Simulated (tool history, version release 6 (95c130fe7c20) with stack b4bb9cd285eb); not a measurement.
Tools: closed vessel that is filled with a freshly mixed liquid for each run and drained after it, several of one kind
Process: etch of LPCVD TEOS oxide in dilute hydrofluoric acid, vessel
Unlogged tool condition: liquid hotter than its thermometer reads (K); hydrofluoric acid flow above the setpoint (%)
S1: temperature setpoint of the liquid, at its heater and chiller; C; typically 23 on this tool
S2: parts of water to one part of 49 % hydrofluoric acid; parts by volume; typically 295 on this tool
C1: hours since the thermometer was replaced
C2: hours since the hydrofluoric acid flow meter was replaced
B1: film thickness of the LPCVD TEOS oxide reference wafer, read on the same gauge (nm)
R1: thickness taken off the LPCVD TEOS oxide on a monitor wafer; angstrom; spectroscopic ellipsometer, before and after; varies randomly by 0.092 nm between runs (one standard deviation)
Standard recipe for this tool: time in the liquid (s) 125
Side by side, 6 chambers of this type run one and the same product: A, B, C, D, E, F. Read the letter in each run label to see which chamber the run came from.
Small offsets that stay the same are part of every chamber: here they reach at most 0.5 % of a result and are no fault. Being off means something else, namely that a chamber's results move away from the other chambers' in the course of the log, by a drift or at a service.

run 1B hour=9.9 | S1=23 S2=295 time_in_the_liquid_(s)=125 | C1=1358.2 C2=745.6 | B1=70.005 | R1=99.702
run 2F hour=22.7 | S1=23 S2=295 time_in_the_liquid_(s)=125 | C1=2287.8 C2=903 | B1=70.007 | R1=102.73
-- hour=30 chamber B: hydrofluoric acid flow meter replaced
run 3A hour=36 | S1=23 S2=295 time_in_the_liquid_(s)=125 | C1=126.7 C2=459.4 | B1=69.975 | R1=99.945
run 4C hour=48.8 | S1=23 S2=295 time_in_the_liquid_(s)=125 | C1=1293.6 C2=1614.2 | B1=70.003 | R1=100.81
run 5E hour=55.5 | S1=23 S2=195 time_in_the_liquid_(s)=60 | C1=380 C2=271.9 | B1=69.967 | R1=80.414
run 6D hour=68.9 | S1=23 S2=195 time_in_the_liquid_(s)=60 | C1=267.3 C2=1089.1 | B1=70.014 | R1=81.37
run 7F hour=82.5 | S1=23 S2=195 time_in_the_liquid_(s)=60 | C1=2347.6 C2=962.8 | B1=69.995 | R1=79.545
run 8E hour=95.3 | S1=23 S2=195 time_in_the_liquid_(s)=60 | C1=419.8 C2=311.7 | B1=69.995 | R1=81.142
run 9B hour=107.8 | S1=23 S2=195 time_in_the_liquid_(s)=60 | C1=1456.1 C2=77.9 | B1=69.983 | R1=79.326
run 10A hour=114.4 | S1=23 S2=195 time_in_the_liquid_(s)=60 | C1=205.1 C2=537.8 | B1=69.988 | R1=80.778
run 11D hour=126.2 | S1=23 S2=295 time_in_the_liquid_(s)=125 | C1=324.6 C2=1146.4 | B1=70.015 | R1=99.529
run 12C hour=137.3 | S1=23 S2=295 time_in_the_liquid_(s)=125 | C1=1382.1 C2=1702.7 | B1=69.978 | R1=101.29
-- hour=138.2 chamber B: thermometer replaced
run 13B hour=148.8 | S1=23 S2=295 time_in_the_liquid_(s)=125 | C1=10.6 C2=118.9 | B1=70.002 | R1=102.6
run 14F hour=154.9 | S1=23 S2=295 time_in_the_liquid_(s)=125 | C1=2420 C2=1035.2 | B1=70.008 | R1=101.56
run 15C hour=165.5 | S1=23 S2=295 time_in_the_liquid_(s)=125 | C1=1410.3 C2=1730.9 | B1=69.971 | R1=100.53
run 16E hour=173.1 | S1=23 S2=295 time_in_the_liquid_(s)=125 | C1=497.6 C2=389.5 | B1=70 | R1=99.529
run 17A hour=185.6 | S1=23 S2=295 time_in_the_liquid_(s)=125 | C1=276.3 C2=609 | B1=70.025 | R1=101.9
run 18D hour=198 | S1=23 S2=295 time_in_the_liquid_(s)=125 | C1=396.4 C2=1218.2 | B1=70.012 | R1=101.84
run 19C hour=207.8 | S1=23 S2=295 time_in_the_liquid_(s)=125 | C1=1452.6 C2=1773.2 | B1=70.022 | R1=100.92
-- hour=213.9 chamber D: hydrofluoric acid flow meter replaced
run 20D hour=214.9 | S1=23 S2=295 time_in_the_liquid_(s)=125 | C1=413.3 C2=1 | B1=69.994 | R1=98.732
run 21A hour=224.5 | S1=23 S2=295 time_in_the_liquid_(s)=125 | C1=315.2 C2=647.9 | B1=69.981 | R1=102.02
-- hour=230.2 chamber F: thermometer replaced
run 22F hour=233.6 | S1=23 S2=295 time_in_the_liquid_(s)=125 | C1=3.5 C2=1113.9 | B1=70.018 | R1=100.81
run 23E hour=240.7 | S1=19.5 S2=415 time_in_the_liquid_(s)=125 | C1=565.2 C2=457.1 | B1=70.013 | R1=55.597
run 24B hour=252.6 | S1=19.5 S2=415 time_in_the_liquid_(s)=125 | C1=114.4 C2=222.7 | B1=69.995 | R1=57.158
-- hour=256.9 chamber F: hydrofluoric acid flow meter replaced
run 25E hour=265.6 | S1=19.5 S2=415 time_in_the_liquid_(s)=125 | C1=590.1 C2=482 | B1=69.996 | R1=55.879
run 26C hour=277.1 | S1=19.5 S2=415 time_in_the_liquid_(s)=125 | C1=1521.9 C2=1842.5 | B1=69.995 | R1=56.569
run 27F hour=283.5 | S1=19.5 S2=415 time_in_the_liquid_(s)=125 | C1=53.4 C2=26.6 | B1=70.012 | R1=57.222
run 28A hour=289.6 | S1=19.5 S2=415 time_in_the_liquid_(s)=125 | C1=380.3 C2=713 | B1=69.975 | R1=58.941
run 29B hour=299.3 | S1=23 S2=295 time_in_the_liquid_(s)=125 | C1=161.1 C2=269.4 | B1=70.032 | R1=100.82
run 30D hour=307.8 | S1=23 S2=295 time_in_the_liquid_(s)=125 | C1=506.2 C2=93.9 | B1=70.016 | R1=100.83
run 31C hour=319.4 | S1=23 S2=295 time_in_the_liquid_(s)=125 | C1=1564.2 C2=1884.8 | B1=70.021 | R1=100.91
run 32B hour=327.5 | S1=23 S2=295 time_in_the_liquid_(s)=125 | C1=189.3 C2=297.6 | B1=69.969 | R1=102.42
run 33A hour=339.1 | S1=23 S2=295 time_in_the_liquid_(s)=90 | C1=429.8 C2=762.5 | B1=70.011 | R1=75.566
run 34D hour=349.1 | S1=23 S2=295 time_in_the_liquid_(s)=90 | C1=547.5 C2=135.2 | B1=70.021 | R1=72.724
run 35F hour=356.5 | S1=23 S2=295 time_in_the_liquid_(s)=90 | C1=126.4 C2=99.6 | B1=70.007 | R1=71.18
run 36E hour=367.7 | S1=23 S2=295 time_in_the_liquid_(s)=90 | C1=692.2 C2=584.1 | B1=70.04 | R1=71.419
run 37D hour=374.2 | S1=23 S2=295 time_in_the_liquid_(s)=90 | C1=572.6 C2=160.3 | B1=70.024 | R1=71.413
run 38C hour=386.5 | S1=23 S2=295 time_in_the_liquid_(s)=90 | C1=1631.3 C2=1951.9 | B1=69.986 | R1=71.363
run 39A hour=399.4 | S1=23 S2=295 time_in_the_liquid_(s)=125 | C1=490.1 C2=822.8 | B1=70.014 | R1=107.19
run 40E hour=406.4 | S1=23 S2=295 time_in_the_liquid_(s)=125 | C1=730.9 C2=622.8 | B1=70.001 | R1=99.951

The same settings go to every chamber for the next run, one line per chamber below. Forecast the results for each:
run 41A hour=416.5 | S1=23 S2=295 time_in_the_liquid_(s)=125 | R1=?
run 41B hour=416.5 | S1=23 S2=295 time_in_the_liquid_(s)=125 | R1=?
run 41C hour=416.5 | S1=23 S2=295 time_in_the_liquid_(s)=125 | R1=?
run 41D hour=416.5 | S1=23 S2=295 time_in_the_liquid_(s)=125 | R1=?
run 41E hour=416.5 | S1=23 S2=295 time_in_the_liquid_(s)=125 | R1=?
run 41F hour=416.5 | S1=23 S2=295 time_in_the_liquid_(s)=125 | R1=?

run=41A R1=107.16
run=41B R1=100.04
run=41C R1=102
run=41D R1=101.47
run=41E R1=99.066
run=41F R1=100.21
